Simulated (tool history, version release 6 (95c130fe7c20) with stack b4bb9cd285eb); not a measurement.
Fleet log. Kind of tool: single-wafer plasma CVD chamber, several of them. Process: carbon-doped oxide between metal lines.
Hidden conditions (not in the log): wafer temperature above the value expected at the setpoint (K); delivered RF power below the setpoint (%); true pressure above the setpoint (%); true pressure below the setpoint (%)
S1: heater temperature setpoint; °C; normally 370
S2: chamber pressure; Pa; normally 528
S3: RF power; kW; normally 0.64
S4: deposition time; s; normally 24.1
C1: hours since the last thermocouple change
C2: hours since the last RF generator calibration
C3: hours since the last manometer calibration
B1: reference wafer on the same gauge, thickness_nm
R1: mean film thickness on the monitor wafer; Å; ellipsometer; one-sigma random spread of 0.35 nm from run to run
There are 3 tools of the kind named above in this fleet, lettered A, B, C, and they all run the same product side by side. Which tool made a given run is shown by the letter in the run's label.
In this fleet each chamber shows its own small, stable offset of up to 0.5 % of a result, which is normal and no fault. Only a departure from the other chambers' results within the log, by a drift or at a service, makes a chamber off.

{"run": "1B", "hour": 7.2, "S1": 370, "S2": 528, "S3": 0.64, "S4": 24.1, "C1": 1123.1, "C2": 853.2, "C3": 2154, "B1": 119.05, "R1": 1325.9}
{"run": "2C", "hour": 10.8, "S1": 370, "S2": 528, "S3": 0.64, "S4": 24.1, "C1": 761.3, "C2": 238.8, "C3": 1124.3, "B1": 118.93, "R1": 1320.5}
{"run": "3A", "hour": 17.4, "S1": 370, "S2": 528, "S3": 0.64, "S4": 24.1, "C1": 445.8, "C2": 516.3, "C3": 1117.8, "B1": 118.96, "R1": 1322.3}
{"run": "4C", "hour": 24.4, "S1": 370, "S2": 528, "S3": 0.64, "S4": 24.1, "C1": 774.9, "C2": 252.4, "C3": 1137.9, "B1": 119.02, "R1": 1320.4}
{"run": "5B", "hour": 28.4, "S1": 370, "S2": 528, "S3": 0.64, "S4": 24.1, "C1": 1144.3, "C2": 874.4, "C3": 2175.2, "B1": 118.9, "R1": 1327.3}
{"run": "6A", "hour": 33.5, "S1": 370, "S2": 528, "S3": 0.64, "S4": 24.1, "C1": 461.9, "C2": 532.4, "C3": 1133.9, "B1": 118.95, "R1": 1326.6}
{"run": "7B", "hour": 37.8, "S1": 370, "S2": 528, "S3": 0.64, "S4": 24.1, "C1": 1153.7, "C2": 883.8, "C3": 2184.6, "B1": 118.97, "R1": 1328.3}
{"run": "8C", "hour": 43.9, "S1": 370, "S2": 528, "S3": 0.525, "S4": 28.5, "C1": 794.4, "C2": 271.9, "C3": 1157.4, "B1": 118.99, "R1": 1379.7}
{"run": "9A", "hour": 50.2, "S1": 370, "S2": 528, "S3": 0.525, "S4": 28.5, "C1": 478.6, "C2": 549.1, "C3": 1150.6, "B1": 118.96, "R1": 1391.4}
{"run": "10B", "hour": 56.2, "S1": 370, "S2": 528, "S3": 0.525, "S4": 28.5, "C1": 1172.1, "C2": 902.2, "C3": 2203, "B1": 118.99, "R1": 1384}
{"run": "11C", "hour": 62.2, "S1": 370, "S2": 528, "S3": 0.64, "S4": 24.1, "C1": 812.7, "C2": 290.2, "C3": 1175.7, "B1": 119.02, "R1": 1309.1}
{"run": "12A", "hour": 66.4, "S1": 370, "S2": 528, "S3": 0.64, "S4": 24.1, "C1": 494.8, "C2": 565.3, "C3": 1166.8, "B1": 119.12, "R1": 1327.6}
{"run": "13B", "hour": 70.0, "S1": 370, "S2": 528, "S3": 0.64, "S4": 24.1, "C1": 1185.9, "C2": 916, "C3": 2216.8, "B1": 119.01, "R1": 1324.7}
{"run": "14A", "hour": 73.7, "S1": 370, "S2": 528, "S3": 0.64, "S4": 24.1, "C1": 502.1, "C2": 572.6, "C3": 1174.1, "B1": 118.97, "R1": 1326.1}
{"run": "15C", "hour": 78.5, "S1": 370, "S2": 528, "S3": 0.64, "S4": 24.1, "C1": 829, "C2": 306.5, "C3": 1192, "B1": 119, "R1": 1309.6}
{"hour": 84.5, "done": "chamber A: capacitance manometer re-zeroed and calibrated"}
{"run": "16C", "hour": 85.0, "S1": 370, "S2": 528, "S3": 0.64, "S4": 24.1, "C1": 835.5, "C2": 313, "C3": 1198.5, "B1": 119.08, "R1": 1302.2}
{"run": "17B", "hour": 92.3, "S1": 370, "S2": 528, "S3": 0.64, "S4": 24.1, "C1": 1208.2, "C2": 938.3, "C3": 2239.1, "B1": 118.93, "R1": 1328.7}
{"run": "18A", "hour": 98.3, "S1": 370, "S2": 528, "S3": 0.64, "S4": 24.1, "C1": 526.7, "C2": 597.2, "C3": 13.8, "B1": 119.01, "R1": 1325.1}
{"hour": 103.5, "done": "chamber C: capacitance manometer re-zeroed and calibrated"}
{"run": "19B", "hour": 103.5, "S1": 370, "S2": 528, "S3": 0.64, "S4": 24.1, "C1": 1219.4, "C2": 949.5, "C3": 2250.3, "B1": 119.04, "R1": 1331.2}
{"run": "20A", "hour": 108.6, "S1": 370, "S2": 528, "S3": 0.64, "S4": 24.1, "C1": 537, "C2": 607.5, "C3": 24.1, "B1": 118.92, "R1": 1325.6}
{"run": "21C", "hour": 115.4, "S1": 370, "S2": 528, "S3": 0.64, "S4": 21.1, "C1": 865.9, "C2": 343.4, "C3": 12, "B1": 118.95, "R1": 1139}
{"run": "22C", "hour": 120.6, "S1": 370, "S2": 528, "S3": 0.64, "S4": 21.1, "C1": 871.1, "C2": 348.6, "C3": 17.2, "B1": 119.02, "R1": 1138.2}
{"run": "23A", "hour": 124.4, "S1": 370, "S2": 528, "S3": 0.64, "S4": 21.1, "C1": 552.8, "C2": 623.3, "C3": 39.9, "B1": 119.04, "R1": 1161.5}
{"run": "24B", "hour": 127.9, "S1": 370, "S2": 528, "S3": 0.64, "S4": 24.1, "C1": 1243.8, "C2": 973.9, "C3": 2274.7, "B1": 119.04, "R1": 1327.5}
{"run": "25C", "hour": 131.8, "S1": 370, "S2": 528, "S3": 0.64, "S4": 24.1, "C1": 882.3, "C2": 359.8, "C3": 28.4, "B1": 119.05, "R1": 1301.4}
{"run": "26A", "hour": 138.7, "S1": 370, "S2": 587, "S3": 0.64, "S4": 28.7, "C1": 567.1, "C2": 637.6, "C3": 54.2, "B1": 118.87, "R1": 1600.8}
{"run": "27B", "hour": 145.6, "S1": 370, "S2": 587, "S3": 0.64, "S4": 28.7, "C1": 1261.5, "C2": 991.6, "C3": 2292.4, "B1": 119, "R1": 1589.2}
{"run": "28B", "hour": 152.0, "S1": 370, "S2": 587, "S3": 0.64, "S4": 28.7, "C1": 1267.9, "C2": 998, "C3": 2298.8, "B1": 119.03, "R1": 1591.6}
{"run": "29C", "hour": 157.5, "S1": 370, "S2": 528, "S3": 0.64, "S4": 24.1, "C1": 908, "C2": 385.5, "C3": 54.1, "B1": 119.01, "R1": 1285.6}
{"run": "30A", "hour": 164.9, "S1": 370, "S2": 528, "S3": 0.64, "S4": 24.1, "C1": 593.3, "C2": 663.8, "C3": 80.4, "B1": 118.97, "R1": 1328.7}

All 3 chambers run these settings next. Forecast each chamber's results:
{"run": "31A", "hour": 170.5, "S1": 370, "S2": 528, "S3": 0.64, "S4": 24.1, "R1": "?"}
{"run": "31B", "hour": 170.5, "S1": 370, "S2": 528, "S3": 0.64, "S4": 24.1, "R1": "?"}
{"run": "31C", "hour": 170.5, "S1": 370, "S2": 528, "S3": 0.64, "S4": 24.1, "R1": "?"}

run=31A R1=1325.3
run=31B R1=1324
run=31C R1=1289.1
